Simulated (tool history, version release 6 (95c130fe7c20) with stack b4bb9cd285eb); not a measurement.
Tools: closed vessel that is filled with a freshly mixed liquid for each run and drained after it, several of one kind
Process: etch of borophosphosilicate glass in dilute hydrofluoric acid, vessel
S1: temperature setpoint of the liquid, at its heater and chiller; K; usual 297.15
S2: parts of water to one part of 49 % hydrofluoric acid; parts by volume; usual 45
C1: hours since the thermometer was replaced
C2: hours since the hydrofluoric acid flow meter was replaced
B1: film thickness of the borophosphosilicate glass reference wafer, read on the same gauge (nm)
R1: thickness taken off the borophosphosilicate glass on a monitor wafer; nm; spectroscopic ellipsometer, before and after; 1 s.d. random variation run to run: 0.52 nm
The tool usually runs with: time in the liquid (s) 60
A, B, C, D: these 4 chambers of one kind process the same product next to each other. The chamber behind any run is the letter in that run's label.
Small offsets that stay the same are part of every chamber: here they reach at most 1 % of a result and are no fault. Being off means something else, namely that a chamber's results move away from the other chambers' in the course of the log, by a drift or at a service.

{"run": "1C", "hour": 9.5, "S1": 297.15, "S2": 45, "time in the liquid (s)": 60, "C1": 1126.0, "C2": 99.0, "B1": 60.002, "R1": 74.881}
{"run": "2D", "hour": 21.3, "S1": 297.15, "S2": 45, "time in the liquid (s)": 60, "C1": 799.6, "C2": 800.5, "B1": 60.039, "R1": 73.816}
{"run": "3B", "hour": 29.0, "S1": 297.15, "S2": 45, "time in the liquid (s)": 60, "C1": 260.2, "C2": 398.2, "B1": 60.076, "R1": 74.624}
{"run": "4A", "hour": 37.0, "S1": 297.15, "S2": 45, "time in the liquid (s)": 60, "C1": 1860.2, "C2": 201.5, "B1": 59.997, "R1": 73.795}
{"run": "5A", "hour": 50.6, "S1": 297.15, "S2": 60, "time in the liquid (s)": 60, "C1": 1873.8, "C2": 215.1, "B1": 60.039, "R1": 54.458}
{"run": "6C", "hour": 60.6, "S1": 297.15, "S2": 60, "time in the liquid (s)": 60, "C1": 1177.1, "C2": 150.1, "B1": 60.083, "R1": 54.485}
{"run": "7D", "hour": 74.9, "S1": 297.15, "S2": 60, "time in the liquid (s)": 60, "C1": 853.2, "C2": 854.1, "B1": 60.004, "R1": 54.443}
{"run": "8B", "hour": 84.4, "S1": 297.15, "S2": 60, "time in the liquid (s)": 60, "C1": 315.6, "C2": 453.6, "B1": 60.026, "R1": 55.026}
{"run": "9A", "hour": 94.2, "S1": 297.15, "S2": 45, "time in the liquid (s)": 60, "C1": 1917.4, "C2": 258.7, "B1": 59.952, "R1": 72.771}
{"hour": 98.4, "done": "chamber C: thermometer replaced"}
{"run": "10B", "hour": 107.4, "S1": 297.15, "S2": 45, "time in the liquid (s)": 60, "C1": 338.6, "C2": 476.6, "B1": 59.989, "R1": 74.876}
{"run": "11D", "hour": 121.0, "S1": 297.15, "S2": 45, "time in the liquid (s)": 45, "C1": 899.3, "C2": 900.2, "B1": 60.025, "R1": 55.944}
{"hour": 122.8, "done": "chamber D: hydrofluoric acid flow meter replaced"}
{"run": "12C", "hour": 131.6, "S1": 297.15, "S2": 45, "time in the liquid (s)": 45, "C1": 33.2, "C2": 221.1, "B1": 60.014, "R1": 56.774}
{"run": "13C", "hour": 145.4, "S1": 297.15, "S2": 45, "time in the liquid (s)": 45, "C1": 47.0, "C2": 234.9, "B1": 59.968, "R1": 56.158}
{"run": "14A", "hour": 156.5, "S1": 297.15, "S2": 45, "time in the liquid (s)": 45, "C1": 1979.7, "C2": 321.0, "B1": 59.99, "R1": 54.397}
{"run": "15D", "hour": 163.7, "S1": 292.15, "S2": 35, "time in the liquid (s)": 60, "C1": 942.0, "C2": 40.9, "B1": 60.031, "R1": 76.911}
{"run": "16B", "hour": 170.6, "S1": 292.15, "S2": 35, "time in the liquid (s)": 60, "C1": 401.8, "C2": 539.8, "B1": 59.986, "R1": 80.554}
{"run": "17D", "hour": 182.6, "S1": 292.15, "S2": 35, "time in the liquid (s)": 60, "C1": 960.9, "C2": 59.8, "B1": 60.018, "R1": 77.844}
{"hour": 189.2, "done": "chamber D: thermometer replaced"}
{"run": "18C", "hour": 191.6, "S1": 292.15, "S2": 35, "time in the liquid (s)": 60, "C1": 93.2, "C2": 281.1, "B1": 60.014, "R1": 78.895}
{"run": "19A", "hour": 198.4, "S1": 297.15, "S2": 45, "time in the liquid (s)": 60, "C1": 2021.6, "C2": 362.9, "B1": 59.957, "R1": 73.968}
{"run": "20B", "hour": 208.8, "S1": 297.15, "S2": 45, "time in the liquid (s)": 60, "C1": 440.0, "C2": 578.0, "B1": 59.96, "R1": 77.892}
{"run": "21B", "hour": 219.8, "S1": 297.15, "S2": 45, "time in the liquid (s)": 60, "C1": 451.0, "C2": 589.0, "B1": 59.942, "R1": 77.706}
{"run": "22C", "hour": 229.8, "S1": 297.15, "S2": 45, "time in the liquid (s)": 60, "C1": 131.4, "C2": 319.3, "B1": 59.979, "R1": 75.089}
{"run": "23D", "hour": 238.1, "S1": 297.15, "S2": 40, "time in the liquid (s)": 80, "C1": 49.0, "C2": 115.3, "B1": 60.002, "R1": 113.98}
{"run": "24A", "hour": 247.3, "S1": 297.15, "S2": 40, "time in the liquid (s)": 80, "C1": 2070.5, "C2": 411.8, "B1": 59.974, "R1": 110.61}
{"run": "25D", "hour": 258.1, "S1": 297.15, "S2": 40, "time in the liquid (s)": 80, "C1": 69.0, "C2": 135.3, "B1": 60.008, "R1": 113.16}
{"run": "26A", "hour": 266.3, "S1": 297.15, "S2": 40, "time in the liquid (s)": 80, "C1": 2089.5, "C2": 430.8, "B1": 60.008, "R1": 110.23}

The same settings go to every chamber for the next run, one line per chamber below. Forecast the results for each:
{"run": "27A", "hour": 276.6, "S1": 297.15, "S2": 45, "time in the liquid (s)": 60, "R1": "?"}
{"run": "27B", "hour": 276.6, "S1": 297.15, "S2": 45, "time in the liquid (s)": 60, "R1": "?"}
{"run": "27C", "hour": 276.6, "S1": 297.15, "S2": 45, "time in the liquid (s)": 60, "R1": "?"}
{"run": "27D", "hour": 276.6, "S1": 297.15, "S2": 45, "time in the liquid (s)": 60, "R1": "?"}

run=27A R1=73.246
run=27B R1=80.657
run=27C R1=75.285
run=27D R1=74.099
